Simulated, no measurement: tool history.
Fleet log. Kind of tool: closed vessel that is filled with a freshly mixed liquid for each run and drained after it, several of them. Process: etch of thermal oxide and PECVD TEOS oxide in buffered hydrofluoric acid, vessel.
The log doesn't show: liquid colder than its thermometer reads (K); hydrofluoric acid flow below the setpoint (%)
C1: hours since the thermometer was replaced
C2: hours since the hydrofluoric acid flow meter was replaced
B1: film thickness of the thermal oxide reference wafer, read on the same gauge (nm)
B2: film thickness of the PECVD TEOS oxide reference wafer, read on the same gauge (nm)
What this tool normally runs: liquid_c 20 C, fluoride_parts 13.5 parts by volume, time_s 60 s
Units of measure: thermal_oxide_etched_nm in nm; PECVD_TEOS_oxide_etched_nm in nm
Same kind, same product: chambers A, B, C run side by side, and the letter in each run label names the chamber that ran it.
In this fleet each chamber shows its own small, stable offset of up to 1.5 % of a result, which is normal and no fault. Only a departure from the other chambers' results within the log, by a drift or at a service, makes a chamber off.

run 1B day=0.154 | liquid_c=20 fluoride_parts=13.5 time_s=60 | C1=882.1 C2=847.8 | B1=29.980 B2=120.00 | thermal_oxide_etched_nm=41.047 PECVD_TEOS_oxide_etched_nm=110.130
run 2A day=0.408 | liquid_c=20 fluoride_parts=13.5 time_s=60 | C1=1434.5 C2=297.3 | B1=30.050 B2=119.97 | thermal_oxide_etched_nm=41.665 PECVD_TEOS_oxide_etched_nm=111.160
run 3C day=0.604 | liquid_c=20 fluoride_parts=13.5 time_s=60 | C1=839.7 C2=502.6 | B1=30.017 B2=120.02 | thermal_oxide_etched_nm=41.623 PECVD_TEOS_oxide_etched_nm=110.470
run 4A day=0.783 | liquid_c=20 fluoride_parts=13.5 time_s=60 | C1=1443.5 C2=306.3 | B1=30.017 B2=120.03 | thermal_oxide_etched_nm=41.793 PECVD_TEOS_oxide_etched_nm=111.450
run 5B day=0.958 | liquid_c=20 fluoride_parts=13.5 time_s=60 | C1=901.4 C2=867.1 | B1=29.978 B2=119.99 | thermal_oxide_etched_nm=41.275 PECVD_TEOS_oxide_etched_nm=110.190
run 6C day=1.221 | liquid_c=20 fluoride_parts=13.5 time_s=35 | C1=854.5 C2=517.4 | B1=30.013 B2=120.00 | thermal_oxide_etched_nm=24.107 PECVD_TEOS_oxide_etched_nm=65.022
run 7C day=1.400 | liquid_c=20 fluoride_parts=13.5 time_s=35 | C1=858.8 C2=521.7 | B1=30.013 B2=120.00 | thermal_oxide_etched_nm=24.147 PECVD_TEOS_oxide_etched_nm=64.875
run 8A day=1.604 | liquid_c=20 fluoride_parts=13.5 time_s=35 | C1=1463.2 C2=326.0 | B1=30.029 B2=120.01 | thermal_oxide_etched_nm=24.376 PECVD_TEOS_oxide_etched_nm=64.478
run 9B day=1.821 | liquid_c=20 fluoride_parts=13.5 time_s=60 | C1=922.1 C2=887.8 | B1=30.007 B2=120.03 | thermal_oxide_etched_nm=41.110 PECVD_TEOS_oxide_etched_nm=110.160
run 10B day=2.017 | liquid_c=20 fluoride_parts=13.5 time_s=60 | C1=926.8 C2=892.5 | B1=29.967 B2=120.00 | thermal_oxide_etched_nm=40.833 PECVD_TEOS_oxide_etched_nm=110.580
run 11A day=2.292 | liquid_c=20 fluoride_parts=13.5 time_s=60 | C1=1479.7 C2=342.5 | B1=30.005 B2=120.00 | thermal_oxide_etched_nm=41.774 PECVD_TEOS_oxide_etched_nm=112.250
run 12C day=2.492 | liquid_c=20 fluoride_parts=13.5 time_s=60 | C1=885.0 C2=547.9 | B1=29.958 B2=120.01 | thermal_oxide_etched_nm=41.549 PECVD_TEOS_oxide_etched_nm=110.330
run 13B day=2.692 | liquid_c=20 fluoride_parts=8.5 time_s=60 | C1=943.0 C2=908.7 | B1=30.024 B2=120.00 | thermal_oxide_etched_nm=61.987 PECVD_TEOS_oxide_etched_nm=166.830
run 14A day=2.962 | liquid_c=20 fluoride_parts=8.5 time_s=60 | C1=1495.8 C2=358.6 | B1=30.010 B2=119.99 | thermal_oxide_etched_nm=63.331 PECVD_TEOS_oxide_etched_nm=168.630
run 15C day=3.096 | liquid_c=20 fluoride_parts=8.5 time_s=60 | C1=899.5 C2=562.4 | B1=29.985 B2=120.00 | thermal_oxide_etched_nm=63.604 PECVD_TEOS_oxide_etched_nm=169.760
run 16A day=3.346 | liquid_c=20 fluoride_parts=13.5 time_s=60 | C1=1505.0 C2=367.8 | B1=29.998 B2=120.01 | thermal_oxide_etched_nm=42.070 PECVD_TEOS_oxide_etched_nm=111.330
run 17B day=3.500 | liquid_c=20 fluoride_parts=13.5 time_s=60 | C1=962.4 C2=928.1 | B1=30.038 B2=120.00 | thermal_oxide_etched_nm=41.287 PECVD_TEOS_oxide_etched_nm=109.890
run 18C day=3.671 | liquid_c=20 fluoride_parts=13.5 time_s=60 | C1=913.3 C2=576.2 | B1=30.009 B2=119.99 | thermal_oxide_etched_nm=41.399 PECVD_TEOS_oxide_etched_nm=110.720
run 19B day=3.921 | liquid_c=17 fluoride_parts=11.5 time_s=60 | C1=972.5 C2=938.2 | B1=29.975 B2=120.01 | thermal_oxide_etched_nm=40.520 PECVD_TEOS_oxide_etched_nm=108.840
run 20C day=4.117 | liquid_c=17 fluoride_parts=11.5 time_s=60 | C1=924.0 C2=586.9 | B1=30.012 B2=120.00 | thermal_oxide_etched_nm=40.951 PECVD_TEOS_oxide_etched_nm=110.000
run 21A day=4.262 | liquid_c=17 fluoride_parts=11.5 time_s=60 | C1=1527.0 C2=389.8 | B1=30.037 B2=120.00 | thermal_oxide_etched_nm=41.065 PECVD_TEOS_oxide_etched_nm=109.550
run 22B day=4.383 | liquid_c=20 fluoride_parts=13.5 time_s=60 | C1=983.6 C2=949.3 | B1=30.025 B2=119.99 | thermal_oxide_etched_nm=41.088 PECVD_TEOS_oxide_etched_nm=110.430
run 23C day=4.600 | liquid_c=20 fluoride_parts=13.5 time_s=60 | C1=935.6 C2=598.5 | B1=29.997 B2=119.95 | thermal_oxide_etched_nm=41.571 PECVD_TEOS_oxide_etched_nm=111.000
run 24A day=4.812 | liquid_c=20 fluoride_parts=13.5 time_s=60 | C1=1540.2 C2=403.0 | B1=29.995 B2=119.99 | thermal_oxide_etched_nm=41.611 PECVD_TEOS_oxide_etched_nm=110.890
run 25B day=4.988 | liquid_c=20 fluoride_parts=13.5 time_s=60 | C1=998.1 C2=963.8 | B1=30.014 B2=120.01 | thermal_oxide_etched_nm=41.158 PECVD_TEOS_oxide_etched_nm=110.580
run 26C day=5.229 | liquid_c=20 fluoride_parts=13.5 time_s=60 | C1=950.7 C2=613.6 | B1=29.990 B2=119.98 | thermal_oxide_etched_nm=41.328 PECVD_TEOS_oxide_etched_nm=111.540
run 27A day=5.475 | liquid_c=25 fluoride_parts=13.5 time_s=60 | C1=1556.1 C2=418.9 | B1=29.995 B2=119.99 | thermal_oxide_etched_nm=54.879 PECVD_TEOS_oxide_etched_nm=146.080
run 28B day=5.667 | liquid_c=25 fluoride_parts=13.5 time_s=60 | C1=1014.4 C2=980.1 | B1=30.007 B2=120.01 | thermal_oxide_etched_nm=53.756 PECVD_TEOS_oxide_etched_nm=145.630
run 29C day=5.912 | liquid_c=25 fluoride_parts=13.5 time_s=60 | C1=967.1 C2=630.0 | B1=30.009 B2=120.00 | thermal_oxide_etched_nm=54.311 PECVD_TEOS_oxide_etched_nm=145.240
run 30A day=6.075 | liquid_c=20 fluoride_parts=13.5 time_s=60 | C1=1570.5 C2=433.3 | B1=30.014 B2=119.99 | thermal_oxide_etched_nm=41.666 PECVD_TEOS_oxide_etched_nm=111.210

Next, every chamber runs the same settings. What will each give?
run 31A day=6.271 | liquid_c=20 fluoride_parts=13.5 time_s=60 | thermal_oxide_etched_nm=? PECVD_TEOS_oxide_etched_nm=?
run 31B day=6.271 | liquid_c=20 fluoride_parts=13.5 time_s=60 | thermal_oxide_etched_nm=? PECVD_TEOS_oxide_etched_nm=?
run 31C day=6.271 | liquid_c=20 fluoride_parts=13.5 time_s=60 | thermal_oxide_etched_nm=? PECVD_TEOS_oxide_etched_nm=?

run=31A thermal_oxide_etched_nm=41.784 PECVD_TEOS_oxide_etched_nm=111.460
run=31B thermal_oxide_etched_nm=41.322 PECVD_TEOS_oxide_etched_nm=110.010
run=31C thermal_oxide_etched_nm=41.551 PECVD_TEOS_oxide_etched_nm=110.900
